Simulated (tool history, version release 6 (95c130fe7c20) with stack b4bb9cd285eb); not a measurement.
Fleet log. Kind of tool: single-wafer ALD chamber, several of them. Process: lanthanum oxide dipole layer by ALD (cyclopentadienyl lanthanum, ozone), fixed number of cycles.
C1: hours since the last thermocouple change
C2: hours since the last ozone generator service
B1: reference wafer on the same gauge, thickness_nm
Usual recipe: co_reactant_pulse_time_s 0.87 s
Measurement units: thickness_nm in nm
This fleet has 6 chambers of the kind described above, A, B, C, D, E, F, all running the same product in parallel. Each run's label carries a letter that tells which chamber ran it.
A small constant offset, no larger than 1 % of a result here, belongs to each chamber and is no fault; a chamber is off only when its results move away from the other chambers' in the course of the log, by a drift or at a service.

Run 1E, hour 5.0: usual settings; C1 213.2; C2 283.8; B1 0.38383. Result: thickness_nm 0.47731 nm.
Run 2D, hour 12.1: usual settings; C1 581.6; C2 498.0; B1 0.38410. Result: thickness_nm 0.47592 nm.
Run 3C, hour 19.5: usual settings; C1 1045.4; C2 499.7; B1 0.38422. Result: thickness_nm 0.47918 nm.
Run 4A, hour 24.1: usual settings; C1 500.6; C2 125.2; B1 0.38425. Result: thickness_nm 0.47584 nm.
Run 5B, hour 31.3: usual settings; C1 472.6; C2 1293.1; B1 0.38422. Result: thickness_nm 0.47245 nm.
Run 6F, hour 35.0: usual settings; C1 1492.5; C2 602.0; B1 0.38428. Result: thickness_nm 0.47732 nm.
Run 7F, hour 40.1: usual settings; C1 1497.6; C2 607.1; B1 0.38434. Result: thickness_nm 0.47834 nm.
Run 8A, hour 44.6: usual settings; C1 521.1; C2 145.7; B1 0.38443. Result: thickness_nm 0.47508 nm.
Run 9B, hour 49.4: usual settings but co_reactant_pulse_time_s 1.08 s; C1 490.7; C2 1311.2; B1 0.38435. Result: thickness_nm 0.50773 nm.
Run 10D, hour 54.6: usual settings but co_reactant_pulse_time_s 1.08 s; C1 624.1; C2 540.5; B1 0.38433. Result: thickness_nm 0.51092 nm.
Run 11E, hour 58.8: usual settings but co_reactant_pulse_time_s 1.08 s; C1 267.0; C2 337.6; B1 0.38451. Result: thickness_nm 0.51246 nm.
Run 12C, hour 66.2: usual settings but co_reactant_pulse_time_s 1.08 s; C1 1092.1; C2 546.4; B1 0.38459. Result: thickness_nm 0.51481 nm.
Run 13B, hour 69.9: usual settings but co_reactant_pulse_time_s 1.08 s; C1 511.2; C2 1331.7; B1 0.38452. Result: thickness_nm 0.50863 nm.
Run 14D, hour 74.3: usual settings but co_reactant_pulse_time_s 1.08 s; C1 643.8; C2 560.2; B1 0.38463. Result: thickness_nm 0.51063 nm.
Run 15F, hour 78.4: usual settings; C1 1535.9; C2 645.4; B1 0.38465. Result: thickness_nm 0.47903 nm.
Run 16E, hour 85.5: usual settings but co_reactant_pulse_time_s 1.05 s; C1 293.7; C2 364.3; B1 0.38480. Result: thickness_nm 0.50916 nm.
Run 17C, hour 89.5: usual settings but co_reactant_pulse_time_s 1.05 s; C1 1115.4; C2 569.7; B1 0.38478. Result: thickness_nm 0.50895 nm.
Run 18A, hour 95.8: usual settings but co_reactant_pulse_time_s 1.05 s; C1 572.3; C2 196.9; B1 0.38480. Result: thickness_nm 0.50676 nm.
At hour 99.6: chamber D: ozone generator serviced.
Run 19A, hour 100.8: usual settings but co_reactant_pulse_time_s 1.05 s; C1 577.3; C2 201.9; B1 0.38493. Result: thickness_nm 0.50717 nm.
Run 20F, hour 106.6: usual settings but co_reactant_pulse_time_s 1.05 s; C1 1564.1; C2 673.6; B1 0.38482. Result: thickness_nm 0.50908 nm.
Run 21C, hour 110.3: usual settings but co_reactant_pulse_time_s 1.05 s; C1 1136.2; C2 590.5; B1 0.38489. Result: thickness_nm 0.51060 nm.
Run 22B, hour 114.4: usual settings but co_reactant_pulse_time_s 1.09 s; C1 555.7; C2 1376.2; B1 0.38508. Result: thickness_nm 0.51002 nm.
Run 23E, hour 121.9: usual settings but co_reactant_pulse_time_s 1.09 s; C1 330.1; C2 400.7; B1 0.38517. Result: thickness_nm 0.51375 nm.
Run 24D, hour 128.8: usual settings but co_reactant_pulse_time_s 1.09 s; C1 698.3; C2 29.3; B1 0.38500. Result: thickness_nm 0.51156 nm.
Run 25C, hour 134.0: usual settings but co_reactant_pulse_time_s 1.09 s; C1 1159.9; C2 614.2; B1 0.38507. Result: thickness_nm 0.51624 nm.
Run 26F, hour 138.5: usual settings but co_reactant_pulse_time_s 1.09 s; C1 1596.0; C2 705.5; B1 0.38517. Result: thickness_nm 0.51395 nm.
Run 27D, hour 143.0: usual settings but co_reactant_pulse_time_s 1.09 s; C1 712.5; C2 43.5; B1 0.38518. Result: thickness_nm 0.51292 nm.
Run 28B, hour 149.3: usual settings; C1 590.6; C2 1411.1; B1 0.38518. Result: thickness_nm 0.47400 nm.
Run 29A, hour 152.6: usual settings; C1 629.1; C2 253.7; B1 0.38530. Result: thickness_nm 0.47691 nm.
Run 30E, hour 157.2: usual settings; C1 365.4; C2 436.0; B1 0.38536. Result: thickness_nm 0.47951 nm.
Run 31C, hour 161.6: usual settings; C1 1187.5; C2 641.8; B1 0.38540. Result: thickness_nm 0.47984 nm.
Run 32E, hour 167.8: usual settings but co_reactant_pulse_time_s 0.60 s; C1 376.0; C2 446.6; B1 0.38531. Result: thickness_nm 0.40607 nm.
Run 33B, hour 175.3: usual settings but co_reactant_pulse_time_s 0.60 s; C1 616.6; C2 1437.1; B1 0.38545. Result: thickness_nm 0.40288 nm.
Run 34F, hour 180.7: usual settings but co_reactant_pulse_time_s 0.60 s; C1 1638.2; C2 747.7; B1 0.38550. Result: thickness_nm 0.40625 nm.
Run 35A, hour 186.5: usual settings but co_reactant_pulse_time_s 0.60 s; C1 663.0; C2 287.6; B1 0.38564. Result: thickness_nm 0.40282 nm.
At hour 186.6: chamber F: ozone generator serviced.
Run 36D, hour 192.4: usual settings but co_reactant_pulse_time_s 0.60 s; C1 761.9; C2 92.9; B1 0.38574. Result: thickness_nm 0.40461 nm.
Run 37D, hour 197.2: usual settings but co_reactant_pulse_time_s 0.60 s; C1 766.7; C2 97.7; B1 0.38561. Result: thickness_nm 0.40387 nm.
Run 38A, hour 204.2: usual settings; C1 680.7; C2 305.3; B1 0.38575. Result: thickness_nm 0.47594 nm.
Run 39F, hour 211.3: usual settings but co_reactant_pulse_time_s 0.56 s; C1 1668.8; C2 24.7; B1 0.38588. Result: thickness_nm 0.39325 nm.
Run 40E, hour 215.9: usual settings but co_reactant_pulse_time_s 0.56 s; C1 424.1; C2 494.7; B1 0.38588. Result: thickness_nm 0.39232 nm.
Run 41B, hour 222.4: usual settings but co_reactant_pulse_time_s 0.56 s; C1 663.7; C2 1484.2; B1 0.38592. Result: thickness_nm 0.38778 nm.

Each of the 6 chambers runs these same settings next. Fill in every chamber's results:
Run 42A, hour 227.8: usual settings. Result: thickness_nm ?.
Run 42B, hour 227.8: usual settings. Result: thickness_nm ?.
Run 42C, hour 227.8: usual settings. Result: thickness_nm ?.
Run 42D, hour 227.8: usual settings. Result: thickness_nm ?.
Run 42E, hour 227.8: usual settings. Result: thickness_nm ?.
Run 42F, hour 227.8: usual settings. Result: thickness_nm ?.

run  thickness_nm
42A       0.47656
42B       0.47453
42C       0.48073
42D       0.47805
42E       0.47862
42F       0.47925

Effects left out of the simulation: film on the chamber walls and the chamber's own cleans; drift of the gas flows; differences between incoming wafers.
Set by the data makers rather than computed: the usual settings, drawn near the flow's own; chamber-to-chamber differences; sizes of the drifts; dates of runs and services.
